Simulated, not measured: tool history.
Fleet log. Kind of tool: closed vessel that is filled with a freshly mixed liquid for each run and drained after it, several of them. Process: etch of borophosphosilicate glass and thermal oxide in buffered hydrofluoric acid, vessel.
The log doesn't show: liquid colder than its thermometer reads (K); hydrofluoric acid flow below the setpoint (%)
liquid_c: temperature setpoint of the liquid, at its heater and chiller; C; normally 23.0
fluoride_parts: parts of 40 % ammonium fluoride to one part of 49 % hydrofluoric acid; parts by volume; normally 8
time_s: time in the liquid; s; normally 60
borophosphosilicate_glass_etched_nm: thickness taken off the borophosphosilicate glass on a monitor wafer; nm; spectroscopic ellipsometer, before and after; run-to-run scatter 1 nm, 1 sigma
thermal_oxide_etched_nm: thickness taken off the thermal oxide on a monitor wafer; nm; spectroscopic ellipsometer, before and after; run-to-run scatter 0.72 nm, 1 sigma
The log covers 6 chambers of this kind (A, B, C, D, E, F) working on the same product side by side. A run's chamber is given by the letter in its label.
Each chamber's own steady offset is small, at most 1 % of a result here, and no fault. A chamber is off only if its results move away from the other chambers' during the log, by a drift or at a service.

run    day  liquid_c  fluoride_parts  time_s  hours since the thermometer was replaced  hours since the hydrofluoric acid flow meter was replaced  read-back film thickness of the borophosphosilicate glass reference wafer, read on the same gauge (nm)  read-back film thickness of the thermal oxide reference wafer, read on the same gauge (nm)  borophosphosilicate_glass_etched_nm  thermal_oxide_etched_nm
 1A  0.117      23.0               8      60                                     952.6                                                      804.2                                                                                                  80.016                                                                                      79.973                               147.38                   76.127
     0.183  -- chamber F: hydrofluoric acid flow meter replaced
 2B  0.250      23.0               8      60                                    1719.6                                                      508.5                                                                                                  80.026                                                                                      79.989                               147.96                   78.165
 3E  0.329      23.0               8      60                                    1619.0                                                      834.2                                                                                                  80.025                                                                                      80.003                               145.45                   76.815
 4C  0.433      23.0               8      60                                     121.7                                                      316.8                                                                                                  79.956                                                                                      80.005                               148.44                   75.429
 5F  0.512      23.0               8      60                                    1023.3                                                        7.9                                                                                                  79.999                                                                                      80.022                               150.48                   78.123
 6D  0.596      23.0               8      60                                    1716.2                                                      746.2                                                                                                  80.005                                                                                      80.005                               150.51                   78.343
 7F  0.692      23.0               8      60                                    1027.6                                                       12.2                                                                                                  79.988                                                                                      80.004                               148.17                   76.780
 8A  0.783      23.0               8      60                                     968.6                                                      820.2                                                                                                  79.970                                                                                      79.989                               149.11                   77.944
 9B  0.925      23.0               8      60                                    1735.8                                                      524.7                                                                                                  80.006                                                                                      80.000                               145.90                   78.553
10D  1.050      23.0               8      60                                    1727.1                                                      757.1                                                                                                  79.983                                                                                      79.977                               147.81                   78.526
11C  1.158      23.0               8      60                                     139.1                                                      334.2                                                                                                  80.006                                                                                      79.964                               147.90                   77.298
12E  1.296      23.0               8      60                                    1642.2                                                      857.4                                                                                                  80.006                                                                                      79.977                               146.65                   76.767
13D  1.388      23.0               8      60                                    1735.2                                                      765.2                                                                                                  80.011                                                                                      79.999                               147.92                   77.627
14E  1.512      23.0               8      60                                    1647.4                                                      862.6                                                                                                  80.040                                                                                      80.009                               146.63                   76.550
15C  1.658      23.0               8      60                                     151.1                                                      346.2                                                                                                  79.988                                                                                      79.994                               149.76                   76.339
16B  1.821      23.0               8      60                                    1757.3                                                      546.2                                                                                                  80.018                                                                                      79.997                               145.92                   77.402
17A  1.950      23.0               8      60                                     996.6                                                      848.2                                                                                                  80.021                                                                                      79.988                               147.56                   78.123
18F  2.042      23.0               8      60                                    1060.0                                                       44.6                                                                                                  80.007                                                                                      80.012                               150.45                   76.992
19F  2.162      23.0               8      60                                    1062.9                                                       47.5                                                                                                  80.003                                                                                      80.016                               147.85                   78.267
     2.233  -- chamber A: hydrofluoric acid flow meter replaced
20E  2.300      23.0               8      60                                    1666.3                                                      881.5                                                                                                  80.000                                                                                      80.030                               147.31                   78.106
21B  2.433      18.5               8      60                                    1772.0                                                      560.9                                                                                                  79.995                                                                                      79.984                               115.45                   60.463
22C  2.596      18.5               8      60                                     173.6                                                      368.7                                                                                                  80.013                                                                                      79.999                               116.04                   60.256
23A  2.767      18.5               8      60                                    1016.2                                                       12.9                                                                                                  80.014                                                                                      80.009                               116.33                   60.108
24D  2.933      18.5               8      60                                    1772.3                                                      802.3                                                                                                  79.980                                                                                      80.012                               116.11                   59.933
25B  3.017      18.5               8      60                                    1786.0                                                      574.9                                                                                                  79.988                                                                                      80.023                               114.46                   60.850
26F  3.108      18.5               8      60                                    1085.6                                                       70.2                                                                                                  80.016                                                                                      80.019                               115.03                   58.359
27D  3.275      23.0               8      60                                    1780.5                                                      810.5                                                                                                  80.010                                                                                      79.982                               149.03                   78.705
28E  3.362      28.0               8      60                                    1691.8                                                      907.0                                                                                                  79.988                                                                                      80.010                               190.62                  101.380
29A  3.471      28.0               8      60                                    1033.1                                                       29.8                                                                                                  79.989                                                                                      80.009                               194.69                  102.520
30C  3.567      28.0               8      60                                     196.9                                                      392.0                                                                                                  80.033                                                                                      79.982                               193.42                  101.420
31B  3.675      28.0               8      60                                    1801.8                                                      590.7                                                                                                  80.001                                                                                      80.026                               190.28                  101.910
32C  3.842      28.0               8      60                                     203.5                                                      398.6                                                                                                  79.972                                                                                      79.982                               195.77                  101.300
33D  3.929      28.0               8      60                                    1796.2                                                      826.2                                                                                                  79.994                                                                                      80.029                               196.77                  101.170
34A  4.071      23.0               8      60                                    1047.5                                                       44.2                                                                                                  79.986                                                                                      79.980                               148.16                   77.183
35E  4.221      23.0               8      60                                    1712.4                                                      927.6                                                                                                  80.003                                                                                      80.009                               147.72                   76.403
36F  4.325      23.0               8      60                                    1114.8                                                       99.4                                                                                                  79.997                                                                                      79.984                               147.70                   76.213
37F  4.442      23.0               8      60                                    1117.6                                                      102.2                                                                                                  80.015                                                                                      80.012                               146.68                   77.187
38A  4.600      23.0               8      60                                    1060.2                                                       56.9                                                                                                  79.996                                                                                      80.002                               146.87                   78.142
39E  4.733      23.0               8      60                                    1724.7                                                      939.9                                                                                                  80.007                                                                                      79.993                               146.58                   76.156
40D  4.892      23.0               8      60                                    1819.3                                                      849.3                                                                                                  80.030                                                                                      80.000                               149.69                   77.575
41C  5.025      23.0               8      60                                     231.9                                                      427.0                                                                                                  80.014                                                                                      79.971                               148.66                   77.284
42B  5.183      23.0               8      60                                    1838.0                                                      626.9                                                                                                  80.001                                                                                      80.003                               146.13                   76.770
43D  5.312      23.0               8      60                                    1829.4                                                      859.4                                                                                                  80.017                                                                                      79.995                               147.72                   78.269
44B  5.429      23.0               8      60                                    1843.9                                                      632.8                                                                                                  79.995                                                                                      79.998                               147.35                   76.960

All 6 chambers run these settings next. Forecast each chamber's results:
45A  5.558      23.0               8      45                                                                                                                                                                                                                                                                                                                                             ?                        ?
45B  5.558      23.0               8      45                                                                                                                                                                                                                                                                                                                                             ?                        ?
45C  5.558      23.0               8      45                                                                                                                                                                                                                                                                                                                                             ?                        ?
45D  5.558      23.0               8      45                                                                                                                                                                                                                                                                                                                                             ?                        ?
45E  5.558      23.0               8      45                                                                                                                                                                                                                                                                                                                                             ?                        ?
45F  5.558      23.0               8      45                                                                                                                                                                                                                                                                                                                                             ?                        ?

run  borophosphosilicate_glass_etched_nm  thermal_oxide_etched_nm
45A                               110.64                   58.057
45B                               110.46                   57.644
45C                               112.16                   58.015
45D                               111.01                   58.094
45E                               110.55                   58.014
45F                               110.65                   58.546

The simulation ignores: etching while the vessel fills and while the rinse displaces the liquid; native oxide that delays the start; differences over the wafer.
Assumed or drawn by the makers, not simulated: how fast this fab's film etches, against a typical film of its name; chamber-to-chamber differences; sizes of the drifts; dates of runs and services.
